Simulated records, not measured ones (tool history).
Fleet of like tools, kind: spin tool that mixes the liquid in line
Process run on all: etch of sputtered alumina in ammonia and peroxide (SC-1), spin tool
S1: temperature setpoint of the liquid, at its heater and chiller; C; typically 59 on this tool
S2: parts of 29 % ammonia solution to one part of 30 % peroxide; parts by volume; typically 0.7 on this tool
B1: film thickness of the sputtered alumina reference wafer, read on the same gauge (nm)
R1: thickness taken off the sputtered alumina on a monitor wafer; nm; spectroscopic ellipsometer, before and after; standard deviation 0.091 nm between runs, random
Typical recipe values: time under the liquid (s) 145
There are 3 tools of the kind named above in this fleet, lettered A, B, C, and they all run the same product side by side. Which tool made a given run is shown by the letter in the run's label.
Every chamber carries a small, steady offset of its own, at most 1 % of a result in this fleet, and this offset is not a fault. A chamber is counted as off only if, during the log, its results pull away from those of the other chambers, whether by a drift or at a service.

Run 1B, hour 6.2: usual settings; B1 39.984. Result: R1 14.104 nm.
Run 2A, hour 18.6: usual settings; B1 40.026. Result: R1 14.252 nm.
Run 3C, hour 27.3: usual settings; B1 39.986. Result: R1 14.291 nm.
Run 4A, hour 32.9: usual settings; B1 40.011. Result: R1 14.478 nm.
Run 5B, hour 41.4: usual settings but S1 66.5 C, S2 0.45 parts by volume; B1 40.016. Result: R1 19.82 nm.
Run 6C, hour 47.9: usual settings but S1 66.5 C, S2 0.45 parts by volume; B1 39.995. Result: R1 20.034 nm.
Run 7C, hour 59.8: usual settings but S1 66.5 C, S2 0.45 parts by volume; B1 40.041. Result: R1 19.808 nm.
Run 8B, hour 66.9: usual settings; B1 40.007. Result: R1 14.245 nm.
Run 9A, hour 78.4: usual settings; B1 40.003. Result: R1 14.299 nm.
Run 10B, hour 87.7: usual settings but S2 1 parts by volume, time under the liquid (s) 200; B1 40.012. Result: R1 20.158 nm.
Run 11C, hour 93.2: usual settings but S2 1 parts by volume, time under the liquid (s) 200; B1 39.992. Result: R1 20.468 nm.
At hour 100.3: chamber B: heated supply line repaired.
Run 12A, hour 101.7: usual settings but S2 1 parts by volume, time under the liquid (s) 200; B1 40.041. Result: R1 20.478 nm.
Run 13C, hour 112.7: usual settings; B1 39.974. Result: R1 14.34 nm.
Run 14B, hour 122.5: usual settings; B1 40.014. Result: R1 14.052 nm.
Run 15A, hour 128: usual settings; B1 39.941. Result: R1 14.283 nm.
Run 16B, hour 134.2: usual settings; B1 39.975. Result: R1 14.188 nm.
Run 17C, hour 139.8: usual settings; B1 40.007. Result: R1 14.377 nm.
Run 18A, hour 146.6: usual settings; B1 40.025. Result: R1 14.349 nm.
At hour 148.7: chamber B: thermometer replaced.
Run 19A, hour 157.9: usual settings but S1 52.5 C, S2 0.95 parts by volume; B1 40.042. Result: R1 10.509 nm.
Run 20C, hour 169.2: usual settings but S1 52.5 C, S2 0.95 parts by volume; B1 40.021. Result: R1 10.514 nm.
Run 21B, hour 175: usual settings but S1 52.5 C, S2 0.95 parts by volume; B1 39.986. Result: R1 10.179 nm.
Run 22A, hour 186.6: usual settings; B1 39.995. Result: R1 14.398 nm.
Run 23B, hour 198.7: usual settings but S2 1 parts by volume, time under the liquid (s) 185; B1 39.936. Result: R1 18.466 nm.
Run 24C, hour 207.8: usual settings but S2 1 parts by volume, time under the liquid (s) 185; B1 39.984. Result: R1 18.897 nm.
At hour 212: chamber C: thermometer replaced.
Run 25C, hour 218: usual settings but S2 1 parts by volume, time under the liquid (s) 185; B1 40.062. Result: R1 18.966 nm.

Is one chamber out of step, is the gauge drifting, or do the chambers differ by no more than their own small offsets? For an off chamber, give its letter and the likeliest cause.

All chambers stay in line apart from their small fixed offsets, and the gauge does not drift.

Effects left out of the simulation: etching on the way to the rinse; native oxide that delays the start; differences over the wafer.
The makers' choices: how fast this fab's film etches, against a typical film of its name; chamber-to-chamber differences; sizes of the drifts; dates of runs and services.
